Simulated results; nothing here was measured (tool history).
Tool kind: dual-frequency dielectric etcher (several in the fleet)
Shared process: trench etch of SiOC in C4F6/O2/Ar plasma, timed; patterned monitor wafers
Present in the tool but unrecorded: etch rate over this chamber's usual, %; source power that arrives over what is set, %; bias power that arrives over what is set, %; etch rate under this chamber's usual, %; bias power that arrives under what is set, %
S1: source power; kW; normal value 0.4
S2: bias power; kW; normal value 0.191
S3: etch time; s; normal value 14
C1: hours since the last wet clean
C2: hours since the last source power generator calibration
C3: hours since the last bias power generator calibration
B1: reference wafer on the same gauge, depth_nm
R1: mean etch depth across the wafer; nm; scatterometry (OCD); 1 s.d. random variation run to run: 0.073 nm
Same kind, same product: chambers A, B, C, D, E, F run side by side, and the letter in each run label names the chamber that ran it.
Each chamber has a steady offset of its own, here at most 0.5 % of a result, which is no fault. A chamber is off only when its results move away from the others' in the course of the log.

{"run": "1F", "hour": 6.1, "S1": 0.4, "S2": 0.191, "S3": 14, "C1": 114.2, "C2": 964.9, "C3": 203.6, "B1": 33.292, "R1": 29.699}
{"run": "2A", "hour": 11.9, "S1": 0.4, "S2": 0.191, "S3": 14, "C1": 276.4, "C2": 1816.5, "C3": 2178.6, "B1": 33.294, "R1": 29.516}
{"run": "3B", "hour": 16.9, "S1": 0.4, "S2": 0.191, "S3": 14, "C1": 352.6, "C2": 1308.3, "C3": 4239.1, "B1": 33.304, "R1": 29.643}
{"run": "4D", "hour": 23.7, "S1": 0.4, "S2": 0.191, "S3": 14, "C1": 341.9, "C2": 990.5, "C3": 3166.3, "B1": 33.304, "R1": 29.461}
{"run": "5E", "hour": 28.8, "S1": 0.4, "S2": 0.191, "S3": 14, "C1": 516.2, "C2": 4236.9, "C3": 4346.1, "B1": 33.311, "R1": 29.546}
{"run": "6C", "hour": 36.4, "S1": 0.4, "S2": 0.191, "S3": 14, "C1": 50.6, "C2": 1167.7, "C3": 742, "B1": 33.306, "R1": 29.617}
{"run": "7E", "hour": 42.4, "S1": 0.4, "S2": 0.191, "S3": 14, "C1": 529.8, "C2": 4250.5, "C3": 4359.7, "B1": 33.301, "R1": 29.679}
{"run": "8B", "hour": 50.3, "S1": 0.4, "S2": 0.191, "S3": 14, "C1": 386, "C2": 1341.7, "C3": 4272.5, "B1": 33.318, "R1": 29.574}
{"run": "9F", "hour": 57.5, "S1": 0.4, "S2": 0.191, "S3": 14, "C1": 165.6, "C2": 1016.3, "C3": 255, "B1": 33.286, "R1": 29.559}
{"run": "10A", "hour": 63.8, "S1": 0.4, "S2": 0.191, "S3": 14, "C1": 328.3, "C2": 1868.4, "C3": 2230.5, "B1": 33.303, "R1": 29.54}
{"run": "11C", "hour": 73.1, "S1": 0.4, "S2": 0.191, "S3": 14, "C1": 87.3, "C2": 1204.4, "C3": 778.7, "B1": 33.308, "R1": 29.737}
{"run": "12D", "hour": 79.3, "S1": 0.4, "S2": 0.191, "S3": 14, "C1": 397.5, "C2": 1046.1, "C3": 3221.9, "B1": 33.308, "R1": 29.343}
{"run": "13B", "hour": 87.9, "S1": 0.4, "S2": 0.191, "S3": 14, "C1": 423.6, "C2": 1379.3, "C3": 4310.1, "B1": 33.303, "R1": 29.655}
{"run": "14E", "hour": 96.6, "S1": 0.4, "S2": 0.191, "S3": 14, "C1": 584, "C2": 4304.7, "C3": 4413.9, "B1": 33.29, "R1": 29.646}
{"run": "15F", "hour": 107.0, "S1": 0.4, "S2": 0.191, "S3": 14, "C1": 215.1, "C2": 1065.8, "C3": 304.5, "B1": 33.291, "R1": 29.641}
{"run": "16A", "hour": 115.4, "S1": 0.4, "S2": 0.191, "S3": 14, "C1": 379.9, "C2": 1920, "C3": 2282.1, "B1": 33.307, "R1": 29.459}
{"run": "17D", "hour": 126.5, "S1": 0.4, "S2": 0.156, "S3": 16, "C1": 444.7, "C2": 1093.3, "C3": 3269.1, "B1": 33.287, "R1": 31.577}
{"run": "18C", "hour": 132.2, "S1": 0.4, "S2": 0.156, "S3": 16, "C1": 146.4, "C2": 1263.5, "C3": 837.8, "B1": 33.296, "R1": 31.9}
{"hour": 134.9, "done": "chamber D: wet clean of the chamber"}
{"run": "19A", "hour": 138.6, "S1": 0.4, "S2": 0.156, "S3": 16, "C1": 403.1, "C2": 1943.2, "C3": 2305.3, "B1": 33.328, "R1": 31.655}
{"run": "20B", "hour": 144.4, "S1": 0.4, "S2": 0.156, "S3": 16, "C1": 480.1, "C2": 1435.8, "C3": 4366.6, "B1": 33.311, "R1": 31.766}
{"run": "21E", "hour": 150.1, "S1": 0.4, "S2": 0.156, "S3": 16, "C1": 637.5, "C2": 4358.2, "C3": 4467.4, "B1": 33.279, "R1": 31.626}
{"run": "22F", "hour": 156.3, "S1": 0.4, "S2": 0.156, "S3": 16, "C1": 264.4, "C2": 1115.1, "C3": 353.8, "B1": 33.295, "R1": 31.772}
{"run": "23D", "hour": 161.1, "S1": 0.4, "S2": 0.191, "S3": 14, "C1": 26.3, "C2": 1127.9, "C3": 3303.7, "B1": 33.307, "R1": 28.541}
{"hour": 163.3, "done": "chamber B: bias power generator calibrated"}
{"run": "24C", "hour": 169.9, "S1": 0.4, "S2": 0.151, "S3": 11.5, "C1": 184.1, "C2": 1301.2, "C3": 875.5, "B1": 33.282, "R1": 22.685}
{"run": "25F", "hour": 177.6, "S1": 0.4, "S2": 0.151, "S3": 11.5, "C1": 285.7, "C2": 1136.4, "C3": 375.1, "B1": 33.293, "R1": 22.643}
{"run": "26D", "hour": 183.1, "S1": 0.4, "S2": 0.151, "S3": 11.5, "C1": 48.3, "C2": 1149.9, "C3": 3325.7, "B1": 33.317, "R1": 21.849}
{"run": "27A", "hour": 190.6, "S1": 0.4, "S2": 0.151, "S3": 11.5, "C1": 455.1, "C2": 1995.2, "C3": 2357.3, "B1": 33.307, "R1": 22.53}
{"run": "28C", "hour": 199.0, "S1": 0.4, "S2": 0.151, "S3": 11.5, "C1": 213.2, "C2": 1330.3, "C3": 904.6, "B1": 33.318, "R1": 22.688}
{"run": "29E", "hour": 204.3, "S1": 0.4, "S2": 0.151, "S3": 11.5, "C1": 691.7, "C2": 4412.4, "C3": 4521.6, "B1": 33.312, "R1": 22.593}
{"run": "30B", "hour": 211.9, "S1": 0.4, "S2": 0.191, "S3": 14, "C1": 547.6, "C2": 1503.3, "C3": 48.7, "B1": 33.269, "R1": 29.654}
{"hour": 214.9, "done": "chamber B: wet clean of the chamber"}
{"run": "31D", "hour": 221.5, "S1": 0.4, "S2": 0.191, "S3": 14, "C1": 86.7, "C2": 1188.3, "C3": 3364.1, "B1": 33.281, "R1": 28.605}
{"run": "32A", "hour": 228.1, "S1": 0.4, "S2": 0.191, "S3": 14, "C1": 492.6, "C2": 2032.7, "C3": 2394.8, "B1": 33.296, "R1": 29.519}
{"run": "33C", "hour": 235.8, "S1": 0.4, "S2": 0.191, "S3": 14, "C1": 250, "C2": 1367.1, "C3": 941.4, "B1": 33.291, "R1": 29.648}
{"hour": 241.4, "done": "chamber E: bias power generator calibrated"}
{"hour": 241.8, "done": "chamber E: wet clean of the chamber"}
{"run": "34E", "hour": 242.6, "S1": 0.4, "S2": 0.191, "S3": 12.5, "C1": 0.9, "C2": 4450.7, "C3": 1.2, "B1": 33.325, "R1": 26.46}
{"hour": 248.2, "done": "chamber A: wet clean of the chamber"}
{"run": "35F", "hour": 251.7, "S1": 0.4, "S2": 0.191, "S3": 12.5, "C1": 359.8, "C2": 1210.5, "C3": 449.2, "B1": 33.279, "R1": 26.454}
{"run": "36B", "hour": 258.1, "S1": 0.4, "S2": 0.191, "S3": 12.5, "C1": 43.2, "C2": 1549.5, "C3": 94.9, "B1": 33.296, "R1": 26.441}
{"run": "37F", "hour": 269.0, "S1": 0.4, "S2": 0.191, "S3": 12.5, "C1": 377.1, "C2": 1227.8, "C3": 466.5, "B1": 33.326, "R1": 26.458}
{"run": "38A", "hour": 276.8, "S1": 0.4, "S2": 0.191, "S3": 12.5, "C1": 28.6, "C2": 2081.4, "C3": 2443.5, "B1": 33.325, "R1": 26.356}
{"run": "39C", "hour": 286.4, "S1": 0.4, "S2": 0.191, "S3": 12.5, "C1": 300.6, "C2": 1417.7, "C3": 992, "B1": 33.321, "R1": 26.513}
{"run": "40B", "hour": 292.3, "S1": 0.4, "S2": 0.191, "S3": 14, "C1": 77.4, "C2": 1583.7, "C3": 129.1, "B1": 33.304, "R1": 29.579}
{"run": "41D", "hour": 302.7, "S1": 0.4, "S2": 0.191, "S3": 18, "C1": 167.9, "C2": 1269.5, "C3": 3445.3, "B1": 33.305, "R1": 36.605}

What goes on in this fleet: one chamber off, a drifting gauge, or nothing beyond the chambers' own small offsets? Name the chamber and the cause, if any.

Chamber D has stood off from the others ever since a service on it.
Likeliest cause: etch rate under this chamber's usual, % = 2.94.

Chamber D could run next with any of the 4 candidate recipes listed below; each alters the usual settings, and their results appear as question marks. Which one brings its results back in line with what the other chambers deliver on the usual settings?
In line here means within this much of the mean the other chambers give on the usual settings: R1 0.26 nm
{"run": "42D-1", "hour": 310.6, "S1": 0.4, "S2": 0.194, "S3": 15, "R1": "?"}
{"run": "42D-2", "hour": 310.6, "S1": 0.36, "S2": 0.173, "S3": 14, "R1": "?"}
{"run": "42D-3", "hour": 310.6, "S1": 0.4, "S2": 0.191, "S3": 14.5, "R1": "?"}
{"run": "42D-4", "hour": 310.6, "S1": 0.4, "S2": 0.19, "S3": 13.5, "R1": "?"}

What the other chambers average on the usual settings: R1 29.603 nm
run=42D-1 R1=30.73
run=42D-2 R1=26.576
run=42D-3 R1=29.56
run=42D-4 R1=27.476
The answer is 42D-3, which returns the chamber to within the allowed miss of the others.
